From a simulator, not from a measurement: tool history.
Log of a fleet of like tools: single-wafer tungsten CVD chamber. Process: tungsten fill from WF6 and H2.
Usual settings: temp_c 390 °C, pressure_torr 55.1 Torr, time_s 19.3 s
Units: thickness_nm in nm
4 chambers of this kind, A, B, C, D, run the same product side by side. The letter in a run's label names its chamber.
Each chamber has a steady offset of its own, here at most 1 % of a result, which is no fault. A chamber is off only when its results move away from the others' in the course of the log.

| run | hour | temp_c | pressure_torr | time_s | read-back reference wafer on the same gauge, thickness_nm | thickness_nm |
|---|---|---|---|---|---|---|
| 1C | 5.0 | 390 | 55.1 | 19.3 | 50.910 | 61.845 |
| 2D | 10.4 | 390 | 55.1 | 19.3 | 50.904 | 61.148 |
| 3B | 19.5 | 390 | 55.1 | 19.3 | 50.882 | 61.369 |
| 4A | 29.1 | 390 | 55.1 | 19.3 | 50.922 | 61.197 |
| 5A | 39.7 | 390 | 55.1 | 19.3 | 50.893 | 61.384 |
| 6D | 50.4 | 390 | 55.1 | 19.3 | 50.939 | 61.210 |
| 7C | 59.1 | 390 | 55.1 | 19.3 | 50.908 | 62.020 |
| 8B | 69.8 | 390 | 50.4 | 15.8 | 50.916 | 48.053 |
| 9D | 75.5 | 390 | 50.4 | 15.8 | 50.934 | 48.176 |
| 10B | 85.5 | 390 | 50.4 | 15.8 | 50.880 | 47.982 |
| 11C | 95.6 | 390 | 50.4 | 15.8 | 50.903 | 48.892 |
| 12A | 101.4 | 390 | 55.1 | 19.3 | 50.898 | 61.247 |
| 13A | 107.1 | 390 | 55.1 | 19.3 | 50.924 | 61.343 |
| 14C | 113.7 | 390 | 55.1 | 19.3 | 50.888 | 62.154 |
| 15B | 122.5 | 390 | 55.1 | 19.3 | 50.888 | 61.487 |
|  | 124.5 | chamber B: thermocouple changed; heater temperature recalibrated |
| 16D | 132.1 | 390 | 55.1 | 19.3 | 50.872 | 61.181 |
| 17B | 139.7 | 390 | 55.1 | 19.3 | 50.888 | 60.132 |
| 18D | 146.4 | 390 | 55.1 | 19.3 | 50.881 | 61.201 |
| 19C | 153.2 | 390 | 55.1 | 19.3 | 50.887 | 61.907 |
| 20A | 162.2 | 390 | 55.1 | 19.3 | 50.921 | 61.471 |
|  | 167.8 | chamber A: capacitance manometer re-zeroed and calibrated |
| 21B | 170.8 | 390 | 55.1 | 19.3 | 50.910 | 59.967 |
| 22D | 178.7 | 390 | 60.2 | 19.3 | 50.885 | 63.416 |
| 23A | 189.3 | 390 | 60.2 | 19.3 | 50.875 | 63.879 |
| 24C | 194.7 | 390 | 60.2 | 19.3 | 50.903 | 64.427 |
| 25A | 203.0 | 390 | 60.2 | 19.3 | 50.893 | 63.506 |

Is one chamber off against the others, does the gauge drift, or is nothing wrong? If a chamber is off, say which, and what the likeliest cause is.

A service left chamber B off against the others.
Cause: wafer temperature below the value expected at the setpoint (K) = 1.08.

Here are 4 candidates for chamber B's next run, each the usual settings with a change, their results left as question marks. Which one brings its results back in line with what the others give on the usual settings?
In line means no further than this from the other chambers' mean on the usual settings: thickness_nm 0.520 nm
| 26B-1 | 211.1 | 390 | 54.9 | 19.2 |  | ? |
| 26B-2 | 211.1 | 389 | 55.1 | 19.2 |  | ? |
| 26B-3 | 211.1 | 390 | 55.1 | 19.5 |  | ? |
| 26B-4 | 211.1 | 391 | 55.5 | 19.3 |  | ? |

The other chambers' mean on the usual settings: thickness_nm 61.482 nm
| run | thickness_nm |
|---|---|
| 26B-1 | 59.655 |
| 26B-2 | 58.608 |
| 26B-3 | 60.690 |
| 26B-4 | 61.432 |
26B-4 brings the chamber back in line.

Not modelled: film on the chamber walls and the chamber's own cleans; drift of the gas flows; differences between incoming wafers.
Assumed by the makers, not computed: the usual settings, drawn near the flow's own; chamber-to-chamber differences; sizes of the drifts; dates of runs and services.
